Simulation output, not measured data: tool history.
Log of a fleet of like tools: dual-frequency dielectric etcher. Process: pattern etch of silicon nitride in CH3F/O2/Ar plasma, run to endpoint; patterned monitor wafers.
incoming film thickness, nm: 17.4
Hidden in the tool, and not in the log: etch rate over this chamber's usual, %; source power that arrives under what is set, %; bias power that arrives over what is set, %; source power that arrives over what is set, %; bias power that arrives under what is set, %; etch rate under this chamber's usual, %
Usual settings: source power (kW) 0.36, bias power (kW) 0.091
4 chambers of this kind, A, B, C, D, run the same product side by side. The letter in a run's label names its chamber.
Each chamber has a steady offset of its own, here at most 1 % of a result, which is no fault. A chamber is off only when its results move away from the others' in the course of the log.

run,day,source power (kW),bias power (kW),hours since the last wet clean,hours since the last source power generator calibration,hours since the last bias power generator calibration,endpoint time (s)
1D,0.283,0.36,0.091,33.6,529.3,1704.5,24.093
# day 0.554: chamber A: wet clean of the chamber
2A,0.625,0.36,0.091,1.7,2307.1,2173,23.975
3B,1.029,0.36,0.091,129,921.6,444.7,24.238
4C,1.325,0.36,0.091,219.6,661.8,1416.3,24.097
5D,1.512,0.36,0.091,63.1,558.8,1734,24.09
6A,1.696,0.36,0.091,27.4,2332.8,2198.7,24.153
7C,1.967,0.36,0.091,235,677.2,1431.7,23.677
8B,2.238,0.36,0.091,158,950.6,473.7,24.143
9A,2.567,0.36,0.091,48.3,2353.7,2219.6,24.024
10D,2.871,0.32,0.113,95.7,591.4,1766.6,22.973
11B,3.092,0.32,0.113,178.5,971.1,494.2,23.357
12C,3.358,0.32,0.113,268.4,710.6,1465.1,23.187
13A,3.75,0.32,0.113,76.7,2382.1,2248,23.096
14D,3.971,0.36,0.091,122.1,617.8,1793,23.922
15B,4.375,0.36,0.091,209.3,1001.9,525,24.129
16C,4.779,0.36,0.105,302.5,744.7,1499.2,22.962
17B,4.992,0.36,0.105,224.1,1016.7,539.8,22.878
18D,5.388,0.36,0.105,156.1,651.8,1827,22.633
19C,5.638,0.36,0.105,323.1,765.3,1519.8,23.331
20A,5.846,0.36,0.091,127,2432.4,2298.3,24.165
21D,6.083,0.36,0.11,172.8,668.5,1843.7,22.414
22B,6.267,0.36,0.11,254.7,1047.3,570.4,22.575
23A,6.638,0.36,0.11,146,2451.4,2317.3,22.339
24C,6.862,0.36,0.11,352.5,794.7,1549.2,23.068
25D,7.171,0.36,0.091,198.9,694.6,1869.8,24.071
26C,7.529,0.36,0.091,368.5,810.7,1565.2,24.65
27B,7.908,0.36,0.091,294.1,1086.7,609.8,24.298
# day 8.158: chamber D: bias power generator calibrated
28A,8.267,0.36,0.091,185.1,2490.5,2356.4,24.246
29B,8.596,0.36,0.091,310.6,1103.2,626.3,24.142
30C,8.921,0.36,0.091,401.9,844.1,1598.6,24.772
31A,9.183,0.36,0.091,207.1,2512.5,2378.4,24.242
32D,9.479,0.36,0.091,254.3,750,31.8,24.304
33A,9.825,0.36,0.091,222.5,2527.9,2393.8,24.351

Next, every chamber runs the same settings. What will each give?
34A,10.117,0.32,0.091,,,,?
34B,10.117,0.32,0.091,,,,?
34C,10.117,0.32,0.091,,,,?
34D,10.117,0.32,0.091,,,,?

run,endpoint time (s)
34A,25.249
34B,25.016
34C,26.178
34D,25.13
